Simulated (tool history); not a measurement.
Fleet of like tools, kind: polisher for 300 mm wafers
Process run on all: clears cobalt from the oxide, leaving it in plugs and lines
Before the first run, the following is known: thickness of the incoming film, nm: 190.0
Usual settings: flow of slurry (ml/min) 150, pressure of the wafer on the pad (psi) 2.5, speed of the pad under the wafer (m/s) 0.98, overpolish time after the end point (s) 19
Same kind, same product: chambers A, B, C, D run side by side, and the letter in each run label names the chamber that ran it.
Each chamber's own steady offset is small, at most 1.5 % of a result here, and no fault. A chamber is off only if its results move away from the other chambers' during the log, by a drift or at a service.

run     day  flow of slurry (ml/min)  pressure of the wafer on the pad (psi)  speed of the pad under the wafer (m/s)  overpolish time after the end point (s)  wafers polished on this pad  hours since the slurry nozzle was cleaned  hours since the head pressure was calibrated  time until the end point was called (s)  dishing of a wide line in a test structure (nm)
 1D   0.429                      150                                     2.5                                    0.98                                       19                          297                                      107.5                                          14.4                                   28.434                                           43.188
      0.825  -- chamber A: worn pad replaced by a new one
 2A   0.896                      150                                     2.5                                    0.98                                       19                           24                                      322.3                                         692.9                                   28.112                                           43.583
 3B   1.321                      150                                     2.5                                    0.98                                       19                         1355                                      281.7                                         766.3                                   28.199                                           44.944
 4C   1.729                      150                                     2.5                                    0.98                                       19                          896                                      231.1                                          77.5                                   28.508                                           43.958
      2.167  -- chamber B: worn pad replaced by a new one
      2.267  -- chamber A: head pressure recalibrated
 5B   2.288                      150                                     2.5                                    0.98                                       19                           40                                      304.9                                         789.5                                   29.185                                           43.201
 6C   2.575                      150                                     2.5                                    0.98                                       19                         1180                                      251.4                                          97.8                                   29.186                                           45.829
      2.738  -- chamber C: worn pad replaced by a new one
      2.850  -- chamber D: worn pad replaced by a new one
      3.196  -- chamber D: slurry nozzle cleaned
 7A   3.212                      150                                     2.5                                    0.98                                       19                          802                                      377.9                                          22.8                                   28.941                                           43.752
 8D   3.596                      150                                     3.2                                    0.98                                        8                          251                                        9.6                                          90.4                                   22.539                                           35.981
      4.004  -- chamber A: worn pad replaced by a new one
 9A   4.146                      150                                     3.2                                    0.98                                        8                           48                                      400.3                                          45.2                                   22.729                                           35.788
10C   4.500                      150                                     3.2                                    0.98                                        8                          592                                      297.6                                         144.0                                   22.697                                           36.005
11D   4.975                      150                                     3.2                                    0.98                                        8                          715                                       42.7                                         123.5                                   22.430                                           34.934
12B   5.533                      150                                     2.9                                    0.64                                       19                         1131                                      382.8                                         867.4                                   38.075                                           41.186
13B   5.912                      150                                     2.9                                    0.64                                       19                         1258                                      391.9                                         876.5                                   37.978                                           42.218
      6.129  -- chamber B: worn pad replaced by a new one
      6.162  -- chamber D: worn pad replaced by a new one
14A   6.192                      150                                     2.9                                    0.64                                       19                          735                                      449.4                                          94.3                                   37.970                                           41.536
      6.317  -- chamber C: worn pad replaced by a new one
15D   6.483                      150                                     2.9                                    0.64                                       19                          108                                       78.9                                         159.7                                   37.443                                           40.310
16C   6.971                      150                                     2.5                                    0.98                                       19                          220                                      356.9                                         203.3                                   28.899                                           42.791
17C   7.496                      150                                     2.5                                    0.98                                       19                          396                                      369.5                                         215.9                                   28.589                                           44.801
18D   7.842                      150                                     2.5                                    0.98                                       19                          564                                      111.5                                         192.3                                   28.416                                           42.467
      7.904  -- chamber B: slurry nozzle cleaned
      7.946  -- chamber A: worn pad replaced by a new one
19B   8.254                      150                                     2.5                                    0.98                                       19                          715                                        8.4                                         932.7                                   28.598                                           43.781
20A   8.817                      150                                     2.5                                    0.98                                       19                          293                                      512.4                                         157.3                                   28.821                                           43.076
21A   9.167                      150                                     2.5                                    0.98                                       19                          411                                      520.8                                         165.7                                   28.630                                           45.201
      9.171  -- chamber D: worn pad replaced by a new one
22D   9.667                      150                                     2.5                                    0.98                                       19                          167                                      155.3                                         236.1                                   28.988                                           42.730
      9.883  -- chamber C: worn pad replaced by a new one
23C  10.229                      150                                     2.5                                    0.98                                       19                          116                                      435.1                                         281.5                                   29.373                                           44.367
     10.538  -- chamber B: worn pad replaced by a new one
24B  10.621                      150                                     2.5                                    0.98                                       19                           28                                       65.2                                         989.5                                   28.399                                           43.806
     11.004  -- chamber A: worn pad replaced by a new one
     11.012  -- chamber D: slurry nozzle cleaned
25D  11.212                      150                                     2.5                                    0.98                                       19                          687                                        4.9                                         273.2                                   28.933                                           45.101
26A  11.500                      150                                     2.5                                    0.98                                       19                          167                                      576.8                                         221.7                                   28.415                                           43.653
27C  11.883                      150                                     2.5                                    0.98                                       19                          672                                      474.8                                         321.2                                   29.879                                           44.898
28B  12.246                      150                                     2.5                                    0.98                                       19                          574                                      104.2                                        1028.5                                   29.143                                           43.770
29D  12.667                      150                                     2.5                                    0.98                                       19                         1175                                       39.8                                         308.1                                   28.726                                           43.443
     12.792  -- chamber D: worn pad replaced by a new one
30B  13.125                      150                                     2.5                                    0.98                                       30                          870                                      125.3                                        1049.6                                   29.025                                           46.855
     13.167  -- chamber C: worn pad replaced by a new one
31C  13.471                      150                                     2.5                                    0.98                                       30                          102                                      512.9                                         359.3                                   30.012                                           45.837
32A  13.746                      150                                     2.5                                    0.98                                       30                          921                                      630.7                                         275.6                                   28.968                                           46.429
     13.983  -- chamber A: worn pad replaced by a new one
33C  14.138                      150                                     2.5                                    0.98                                       30                          326                                      528.9                                         375.3                                   29.856                                           47.133
     14.454  -- chamber B: worn pad replaced by a new one
34D  14.521                      150                                     2.5                                    0.98                                       19                          581                                       84.3                                         352.6                                   28.696                                           43.767
35B  15.046                      150                                     2.5                                    0.98                                       19                          199                                      171.4                                        1095.7                                   28.808                                           42.690
36A  15.583                      150                                     2.5                                    0.98                                       19                          538                                      674.8                                         319.7                                   28.712                                           43.912
37D  15.858                      150                                     2.5                                    0.98                                       19                         1030                                      116.4                                         384.7                                   28.388                                           42.665
38B  16.388                      150                                     2.5                                    0.98                                       19                          649                                      203.6                                        1127.9                                   28.685                                           43.038
     16.704  -- chamber C: worn pad replaced by a new one
39A  16.712                      150                                     2.5                                    0.98                                       19                          917                                      701.9                                         346.8                                   29.137                                           44.349
     16.817  -- chamber D: worn pad replaced by a new one
40C  17.138                      150                                     2.5                                    0.98                                       19                          146                                      600.9                                         447.3                                   30.977                                           43.516
41D  17.521                      150                                     2.5                                    0.98                                       19                          237                                      156.3                                         424.6                                   28.645                                           42.461

One chamber off, gauge drift, or nothing amiss beyond the chambers' own small offsets? If it is a chamber, which one, and what is the likeliest cause?

It is chamber C that slowly wanders off from its peers.
Most likely cause: slurry flow missing at the pad, % = 29.
The log may not tell that from: head's pressure below its setpoint, %.

Chamber C could run next with any of the 4 candidate recipes listed below; each alters the usual settings, and their results appear as question marks. Which one brings its results back in line with what the other chambers deliver on the usual settings?
Counts as in line when no further than this from what the other chambers average on the usual settings: time until the end point was called (s) 1.100; dishing of a wide line in a test structure (nm) 2.300
42C-1  17.979                      150                                     2.4                                    0.96                                       20                                                                                                                                                              ?                                                ?
42C-2  17.979                      150                                     2.6                                    1.02                                       19                                                                                                                                                              ?                                                ?
42C-3  17.979                      150                                     2.3                                    0.92                                       20                                                                                                                                                              ?                                                ?
42C-4  17.979                      150                                     2.7                                    1.04                                       18                                                                                                                                                              ?                                                ?

On the usual settings, the other chambers give on average: time until the end point was called (s) 28.720; dishing of a wide line in a test structure (nm) 43.817
  run  time until the end point was called (s)  dishing of a wide line in a test structure (nm)
42C-1                                   32.577                                           43.180
42C-2                                   28.329                                           43.946
42C-3                                   35.448                                           42.320
42C-4                                   26.764                                           43.947
The right change is 42C-2: it brings the chamber back within the allowed miss of the others.

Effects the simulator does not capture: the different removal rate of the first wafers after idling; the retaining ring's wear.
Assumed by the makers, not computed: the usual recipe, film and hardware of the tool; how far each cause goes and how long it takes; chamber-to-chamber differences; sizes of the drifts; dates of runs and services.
